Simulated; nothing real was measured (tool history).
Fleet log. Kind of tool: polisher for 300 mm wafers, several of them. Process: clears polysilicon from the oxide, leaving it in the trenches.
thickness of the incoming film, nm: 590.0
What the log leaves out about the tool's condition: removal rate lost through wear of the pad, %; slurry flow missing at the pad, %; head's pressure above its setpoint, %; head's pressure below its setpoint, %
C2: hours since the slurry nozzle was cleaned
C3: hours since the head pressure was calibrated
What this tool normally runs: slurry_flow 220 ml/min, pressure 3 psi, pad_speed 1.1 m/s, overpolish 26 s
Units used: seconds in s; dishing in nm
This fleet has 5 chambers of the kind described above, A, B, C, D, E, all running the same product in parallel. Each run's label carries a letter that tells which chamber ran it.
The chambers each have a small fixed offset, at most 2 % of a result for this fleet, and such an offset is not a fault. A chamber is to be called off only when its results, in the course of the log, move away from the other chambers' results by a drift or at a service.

{"run": "1B", "hour": 12.0, "slurry_flow": 220, "pressure": 3, "pad_speed": 1.1, "overpolish": 26, "wafers polished on this pad": 475, "C2": 577.1, "C3": 557.8, "seconds": 31.474, "dishing": 89.867}
{"run": "2C", "hour": 17.8, "slurry_flow": 220, "pressure": 3, "pad_speed": 1.1, "overpolish": 26, "wafers polished on this pad": 308, "C2": 708.5, "C3": 420.2, "seconds": 32.335, "dishing": 90.158}
{"hour": 25.9, "done": "chamber E: worn pad replaced by a new one"}
{"run": "3A", "hour": 27.1, "slurry_flow": 220, "pressure": 3, "pad_speed": 1.1, "overpolish": 26, "wafers polished on this pad": 408, "C2": 194.4, "C3": 452.3, "seconds": 31.732, "dishing": 88.617}
{"hour": 32.8, "done": "chamber D: worn pad replaced by a new one"}
{"hour": 34.4, "done": "chamber A: slurry nozzle cleaned"}
{"run": "4E", "hour": 35.2, "slurry_flow": 220, "pressure": 3, "pad_speed": 1.1, "overpolish": 26, "wafers polished on this pad": 62, "C2": 713.9, "C3": 758.3, "seconds": 31.833, "dishing": 91.628}
{"hour": 36.8, "done": "chamber E: slurry nozzle cleaned"}
{"run": "5D", "hour": 43.1, "slurry_flow": 220, "pressure": 3, "pad_speed": 1.1, "overpolish": 26, "wafers polished on this pad": 69, "C2": 108.2, "C3": 171.7, "seconds": 31.535, "dishing": 89.632}
{"hour": 47.6, "done": "chamber C: slurry nozzle cleaned"}
{"hour": 48.7, "done": "chamber E: head pressure recalibrated"}
{"run": "6A", "hour": 51.8, "slurry_flow": 220, "pressure": 3, "pad_speed": 1.1, "overpolish": 26, "wafers polished on this pad": 574, "C2": 17.5, "C3": 477, "seconds": 32.304, "dishing": 89.867}
{"run": "7E", "hour": 59.9, "slurry_flow": 220, "pressure": 3, "pad_speed": 1.1, "overpolish": 26, "wafers polished on this pad": 228, "C2": 23.2, "C3": 11.2, "seconds": 31.721, "dishing": 91.322}
{"run": "8C", "hour": 66.9, "slurry_flow": 220, "pressure": 3, "pad_speed": 1.1, "overpolish": 26, "wafers polished on this pad": 638, "C2": 19.3, "C3": 469.3, "seconds": 31.575, "dishing": 89.085}
{"run": "9B", "hour": 77.3, "slurry_flow": 220, "pressure": 3, "pad_speed": 1.1, "overpolish": 26, "wafers polished on this pad": 914, "C2": 642.4, "C3": 623.1, "seconds": 31.622, "dishing": 90.389}
{"run": "10D", "hour": 86.8, "slurry_flow": 220, "pressure": 3, "pad_speed": 1.1, "overpolish": 26, "wafers polished on this pad": 362, "C2": 151.9, "C3": 215.4, "seconds": 30.809, "dishing": 89.46}
{"run": "11C", "hour": 99.1, "slurry_flow": 160, "pressure": 3, "pad_speed": 1.1, "overpolish": 26, "wafers polished on this pad": 855, "C2": 51.5, "C3": 501.5, "seconds": 33.013, "dishing": 89.947}
{"run": "12A", "hour": 109.4, "slurry_flow": 160, "pressure": 3, "pad_speed": 1.1, "overpolish": 26, "wafers polished on this pad": 961, "C2": 75.1, "C3": 534.6, "seconds": 34.539, "dishing": 89.637}
{"run": "13B", "hour": 120.9, "slurry_flow": 160, "pressure": 3, "pad_speed": 1.1, "overpolish": 26, "wafers polished on this pad": 1207, "C2": 686, "C3": 666.7, "seconds": 33.156, "dishing": 90.03}
{"hour": 123.8, "done": "chamber C: worn pad replaced by a new one"}
{"run": "14E", "hour": 128.7, "slurry_flow": 160, "pressure": 3, "pad_speed": 1.1, "overpolish": 26, "wafers polished on this pad": 691, "C2": 92, "C3": 80, "seconds": 34.203, "dishing": 94.046}
{"run": "15D", "hour": 136.6, "slurry_flow": 160, "pressure": 3, "pad_speed": 1.1, "overpolish": 26, "wafers polished on this pad": 697, "C2": 201.7, "C3": 265.2, "seconds": 32.677, "dishing": 89.649}
{"run": "16B", "hour": 148.6, "slurry_flow": 220, "pressure": 3, "pad_speed": 1.1, "overpolish": 26, "wafers polished on this pad": 1393, "C2": 713.7, "C3": 694.4, "seconds": 31.929, "dishing": 87.364}
{"hour": 148.9, "done": "chamber B: worn pad replaced by a new one"}
{"run": "17A", "hour": 160.2, "slurry_flow": 220, "pressure": 3, "pad_speed": 1.1, "overpolish": 26, "wafers polished on this pad": 1302, "C2": 125.9, "C3": 585.4, "seconds": 32.095, "dishing": 90.957}
{"run": "18C", "hour": 167.4, "slurry_flow": 220, "pressure": 3, "pad_speed": 1.1, "overpolish": 26, "wafers polished on this pad": 293, "C2": 119.8, "C3": 569.8, "seconds": 31.646, "dishing": 90.45}
{"run": "19E", "hour": 174.6, "slurry_flow": 220, "pressure": 3.5, "pad_speed": 1.1, "overpolish": 21, "wafers polished on this pad": 999, "C2": 137.9, "C3": 125.9, "seconds": 26.573, "dishing": 90.437}
{"run": "20D", "hour": 180.7, "slurry_flow": 220, "pressure": 3.5, "pad_speed": 1.1, "overpolish": 21, "wafers polished on this pad": 994, "C2": 245.8, "C3": 309.3, "seconds": 26.814, "dishing": 89.659}
{"hour": 187.4, "done": "chamber E: worn pad replaced by a new one"}
{"run": "21B", "hour": 190.4, "slurry_flow": 220, "pressure": 3.5, "pad_speed": 1.1, "overpolish": 21, "wafers polished on this pad": 278, "C2": 755.5, "C3": 736.2, "seconds": 27.307, "dishing": 91.01}
{"hour": 191.8, "done": "chamber C: head pressure recalibrated"}
{"run": "22C", "hour": 200.8, "slurry_flow": 220, "pressure": 3.5, "pad_speed": 1.1, "overpolish": 21, "wafers polished on this pad": 517, "C2": 153.2, "C3": 9, "seconds": 27.422, "dishing": 90.47}
{"hour": 208.9, "done": "chamber D: worn pad replaced by a new one"}
{"hour": 209.3, "done": "chamber B: slurry nozzle cleaned"}
{"run": "23D", "hour": 210.0, "slurry_flow": 220, "pressure": 3.5, "pad_speed": 1.1, "overpolish": 21, "wafers polished on this pad": 7, "C2": 275.1, "C3": 338.6, "seconds": 26.848, "dishing": 90.521}
{"run": "24A", "hour": 216.8, "slurry_flow": 220, "pressure": 3, "pad_speed": 1.1, "overpolish": 26, "wafers polished on this pad": 1683, "C2": 182.5, "C3": 642, "seconds": 33.753, "dishing": 89.574}
{"run": "25E", "hour": 225.2, "slurry_flow": 220, "pressure": 3, "pad_speed": 1.1, "overpolish": 26, "wafers polished on this pad": 254, "C2": 188.5, "C3": 176.5, "seconds": 31.648, "dishing": 91.403}
{"run": "26A", "hour": 236.1, "slurry_flow": 220, "pressure": 3, "pad_speed": 1.1, "overpolish": 26, "wafers polished on this pad": 1812, "C2": 201.8, "C3": 661.3, "seconds": 33.253, "dishing": 89.402}
{"run": "27D", "hour": 248.4, "slurry_flow": 220, "pressure": 3, "pad_speed": 1.1, "overpolish": 26, "wafers polished on this pad": 266, "C2": 313.5, "C3": 377, "seconds": 31.333, "dishing": 89.948}
{"run": "28E", "hour": 254.5, "slurry_flow": 220, "pressure": 3, "pad_speed": 1.1, "overpolish": 26, "wafers polished on this pad": 451, "C2": 217.8, "C3": 205.8, "seconds": 31.321, "dishing": 90.155}
{"run": "29C", "hour": 261.6, "slurry_flow": 220, "pressure": 2.4, "pad_speed": 1.1, "overpolish": 12, "wafers polished on this pad": 926, "C2": 214, "C3": 69.8, "seconds": 38.861, "dishing": 78.684}
{"run": "30B", "hour": 270.6, "slurry_flow": 220, "pressure": 2.4, "pad_speed": 1.1, "overpolish": 12, "wafers polished on this pad": 817, "C2": 61.4, "C3": 816.4, "seconds": 38.993, "dishing": 77.98}
{"hour": 272.1, "done": "chamber A: slurry nozzle cleaned"}
{"hour": 274.2, "done": "chamber C: worn pad replaced by a new one"}
{"run": "31B", "hour": 282.2, "slurry_flow": 220, "pressure": 2.4, "pad_speed": 1.1, "overpolish": 12, "wafers polished on this pad": 895, "C2": 73, "C3": 828, "seconds": 39.964, "dishing": 77.987}
{"run": "32A", "hour": 289.6, "slurry_flow": 220, "pressure": 2.4, "pad_speed": 1.1, "overpolish": 12, "wafers polished on this pad": 2172, "C2": 17.6, "C3": 714.8, "seconds": 44.032, "dishing": 74.627}
{"run": "33D", "hour": 302.0, "slurry_flow": 220, "pressure": 2.4, "pad_speed": 1.1, "overpolish": 12, "wafers polished on this pad": 626, "C2": 367.1, "C3": 430.6, "seconds": 39.069, "dishing": 78.001}
{"run": "34E", "hour": 309.9, "slurry_flow": 220, "pressure": 3.7, "pad_speed": 1.1, "overpolish": 26, "wafers polished on this pad": 823, "C2": 273.2, "C3": 261.2, "seconds": 26.156, "dishing": 89.893}
{"run": "35C", "hour": 318.3, "slurry_flow": 220, "pressure": 3.7, "pad_speed": 1.1, "overpolish": 26, "wafers polished on this pad": 296, "C2": 270.7, "C3": 126.5, "seconds": 25.914, "dishing": 91.32}
{"run": "36B", "hour": 328.3, "slurry_flow": 220, "pressure": 3.7, "pad_speed": 1.1, "overpolish": 26, "wafers polished on this pad": 1205, "C2": 119.1, "C3": 874.1, "seconds": 25.889, "dishing": 89.835}
{"run": "37A", "hour": 338.2, "slurry_flow": 220, "pressure": 3.7, "pad_speed": 1.1, "overpolish": 26, "wafers polished on this pad": 2499, "C2": 66.2, "C3": 763.4, "seconds": 29.111, "dishing": 89.509}

Is one chamber out of step, is the gauge drifting, or do the chambers differ by no more than their own small offsets? For an off chamber, give its letter and the likeliest cause.

It is chamber A that slowly wanders off from its peers.
Cause: removal rate lost through wear of the pad, % = 12.3.
The log may not separate it from: head's pressure below its setpoint, %.

Which of the 4 candidates below, each the usual settings with something changed and its results left as question marks, puts chamber A back in line with what the other chambers give on the usual settings?
Maximum distance from the other chambers' mean on the usual settings for a result to count as in line: seconds 1.5 s; dishing 4.4 nm
{"run": "38A-1", "hour": 347.0, "slurry_flow": 220, "pressure": 3.1, "pad_speed": 1.12, "overpolish": 26, "seconds": "?", "dishing": "?"}
{"run": "38A-2", "hour": 347.0, "slurry_flow": 220, "pressure": 3.2, "pad_speed": 1.18, "overpolish": 27, "seconds": "?", "dishing": "?"}
{"run": "38A-3", "hour": 347.0, "slurry_flow": 220, "pressure": 2.9, "pad_speed": 1.08, "overpolish": 26, "seconds": "?", "dishing": "?"}
{"run": "38A-4", "hour": 347.0, "slurry_flow": 220, "pressure": 2.8, "pad_speed": 1.02, "overpolish": 25, "seconds": "?", "dishing": "?"}

On the usual settings, the other chambers give on average: seconds 31.596 s; dishing 90.669 nm
run=38A-1 seconds=34.242 dishing=90.599
run=38A-2 seconds=31.494 dishing=90.919
run=38A-3 seconds=37.977 dishing=90.177
run=38A-4 seconds=41.634 dishing=89.38
38A-2 puts the chamber back in line with the other chambers.
